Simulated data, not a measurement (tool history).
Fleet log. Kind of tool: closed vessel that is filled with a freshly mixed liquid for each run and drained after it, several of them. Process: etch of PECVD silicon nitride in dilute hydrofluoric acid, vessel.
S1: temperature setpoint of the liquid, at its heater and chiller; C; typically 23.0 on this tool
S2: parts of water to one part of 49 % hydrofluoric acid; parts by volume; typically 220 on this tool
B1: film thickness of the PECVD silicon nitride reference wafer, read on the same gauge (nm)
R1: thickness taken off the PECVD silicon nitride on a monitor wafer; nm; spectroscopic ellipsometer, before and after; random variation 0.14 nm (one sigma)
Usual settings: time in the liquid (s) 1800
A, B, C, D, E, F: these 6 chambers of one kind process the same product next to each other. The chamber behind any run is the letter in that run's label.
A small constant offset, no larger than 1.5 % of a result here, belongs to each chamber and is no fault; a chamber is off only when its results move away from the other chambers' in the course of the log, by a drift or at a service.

{"run": "1D", "hour": 3.4, "S1": 23.0, "S2": 220, "time in the liquid (s)": 1800, "B1": 99.992, "R1": 18.354}
{"run": "2B", "hour": 8.3, "S1": 23.0, "S2": 220, "time in the liquid (s)": 1800, "B1": 99.982, "R1": 18.443}
{"run": "3A", "hour": 13.3, "S1": 23.0, "S2": 220, "time in the liquid (s)": 1800, "B1": 99.977, "R1": 17.922}
{"run": "4E", "hour": 19.7, "S1": 23.0, "S2": 220, "time in the liquid (s)": 1800, "B1": 100.02, "R1": 18.27}
{"run": "5F", "hour": 25.2, "S1": 23.0, "S2": 220, "time in the liquid (s)": 1800, "B1": 99.979, "R1": 18.252}
{"run": "6C", "hour": 28.9, "S1": 23.0, "S2": 220, "time in the liquid (s)": 1800, "B1": 100.02, "R1": 18.298}
{"run": "7F", "hour": 35.3, "S1": 23.0, "S2": 130, "time in the liquid (s)": 1800, "B1": 99.993, "R1": 30.276}
{"run": "8D", "hour": 40.6, "S1": 23.0, "S2": 130, "time in the liquid (s)": 1800, "B1": 100.02, "R1": 29.985}
{"run": "9E", "hour": 44.1, "S1": 23.0, "S2": 130, "time in the liquid (s)": 1800, "B1": 100.05, "R1": 30.58}
{"run": "10C", "hour": 47.3, "S1": 23.0, "S2": 130, "time in the liquid (s)": 1800, "B1": 100.04, "R1": 30.52}
{"run": "11A", "hour": 51.5, "S1": 23.0, "S2": 130, "time in the liquid (s)": 1800, "B1": 100.02, "R1": 30.456}
{"run": "12B", "hour": 56.3, "S1": 23.0, "S2": 130, "time in the liquid (s)": 1800, "B1": 99.972, "R1": 30.681}
{"run": "13F", "hour": 62.6, "S1": 23.0, "S2": 220, "time in the liquid (s)": 1800, "B1": 100.02, "R1": 17.806}
{"run": "14A", "hour": 65.4, "S1": 26.5, "S2": 220, "time in the liquid (s)": 2295, "B1": 99.999, "R1": 28.451}
{"run": "15C", "hour": 68.6, "S1": 26.5, "S2": 220, "time in the liquid (s)": 2295, "B1": 100.02, "R1": 28.913}
{"run": "16B", "hour": 74.7, "S1": 26.5, "S2": 220, "time in the liquid (s)": 2295, "B1": 100.02, "R1": 29.233}
{"run": "17E", "hour": 78.3, "S1": 26.5, "S2": 220, "time in the liquid (s)": 2295, "B1": 100.01, "R1": 28.887}
{"run": "18D", "hour": 83.6, "S1": 26.5, "S2": 220, "time in the liquid (s)": 2295, "B1": 99.98, "R1": 28.97}
{"run": "19D", "hour": 89.6, "S1": 26.5, "S2": 220, "time in the liquid (s)": 2295, "B1": 99.994, "R1": 28.46}
{"run": "20C", "hour": 95.4, "S1": 23.0, "S2": 220, "time in the liquid (s)": 1800, "B1": 99.967, "R1": 18.407}
{"run": "21F", "hour": 98.7, "S1": 23.0, "S2": 220, "time in the liquid (s)": 1800, "B1": 100.01, "R1": 17.896}
{"run": "22A", "hour": 102.8, "S1": 23.0, "S2": 220, "time in the liquid (s)": 1800, "B1": 99.951, "R1": 18.094}
{"run": "23B", "hour": 106.6, "S1": 23.0, "S2": 275, "time in the liquid (s)": 1280, "B1": 100.0, "R1": 10.435}
{"run": "24E", "hour": 110.1, "S1": 23.0, "S2": 275, "time in the liquid (s)": 1280, "B1": 100.0, "R1": 10.284}
{"run": "25B", "hour": 115.2, "S1": 23.0, "S2": 275, "time in the liquid (s)": 1280, "B1": 99.986, "R1": 10.524}
{"run": "26C", "hour": 120.9, "S1": 23.0, "S2": 275, "time in the liquid (s)": 1280, "B1": 100.01, "R1": 10.531}
{"run": "27F", "hour": 125.9, "S1": 23.0, "S2": 275, "time in the liquid (s)": 1280, "B1": 99.996, "R1": 10.278}
{"run": "28D", "hour": 130.2, "S1": 23.0, "S2": 275, "time in the liquid (s)": 1280, "B1": 99.984, "R1": 10.584}
{"run": "29A", "hour": 135.4, "S1": 23.0, "S2": 220, "time in the liquid (s)": 1800, "B1": 100.0, "R1": 18.221}
{"run": "30E", "hour": 138.5, "S1": 23.0, "S2": 220, "time in the liquid (s)": 1800, "B1": 100.02, "R1": 18.373}
{"run": "31C", "hour": 141.5, "S1": 23.0, "S2": 220, "time in the liquid (s)": 1800, "B1": 100.0, "R1": 18.129}
{"run": "32B", "hour": 146.0, "S1": 23.0, "S2": 220, "time in the liquid (s)": 2645, "B1": 100.0, "R1": 26.906}
{"run": "33A", "hour": 151.0, "S1": 23.0, "S2": 220, "time in the liquid (s)": 2645, "B1": 99.99, "R1": 26.522}
{"run": "34D", "hour": 157.5, "S1": 23.0, "S2": 220, "time in the liquid (s)": 2645, "B1": 99.986, "R1": 26.624}
{"run": "35F", "hour": 161.6, "S1": 23.0, "S2": 220, "time in the liquid (s)": 2645, "B1": 100.03, "R1": 26.746}
{"run": "36E", "hour": 164.7, "S1": 23.0, "S2": 220, "time in the liquid (s)": 2645, "B1": 99.998, "R1": 26.774}
{"run": "37A", "hour": 168.7, "S1": 23.0, "S2": 220, "time in the liquid (s)": 2645, "B1": 99.99, "R1": 26.619}

Predict what each chamber gives when all 6 of them run the settings below next.
{"run": "38A", "hour": 173.2, "S1": 23.0, "S2": 220, "time in the liquid (s)": 1800, "R1": "?"}
{"run": "38B", "hour": 173.2, "S1": 23.0, "S2": 220, "time in the liquid (s)": 1800, "R1": "?"}
{"run": "38C", "hour": 173.2, "S1": 23.0, "S2": 220, "time in the liquid (s)": 1800, "R1": "?"}
{"run": "38D", "hour": 173.2, "S1": 23.0, "S2": 220, "time in the liquid (s)": 1800, "R1": "?"}
{"run": "38E", "hour": 173.2, "S1": 23.0, "S2": 220, "time in the liquid (s)": 1800, "R1": "?"}
{"run": "38F", "hour": 173.2, "S1": 23.0, "S2": 220, "time in the liquid (s)": 1800, "R1": "?"}

run=38A R1=18.096
run=38B R1=18.181
run=38C R1=18.530
run=38D R1=18.058
run=38E R1=18.282
run=38F R1=18.151
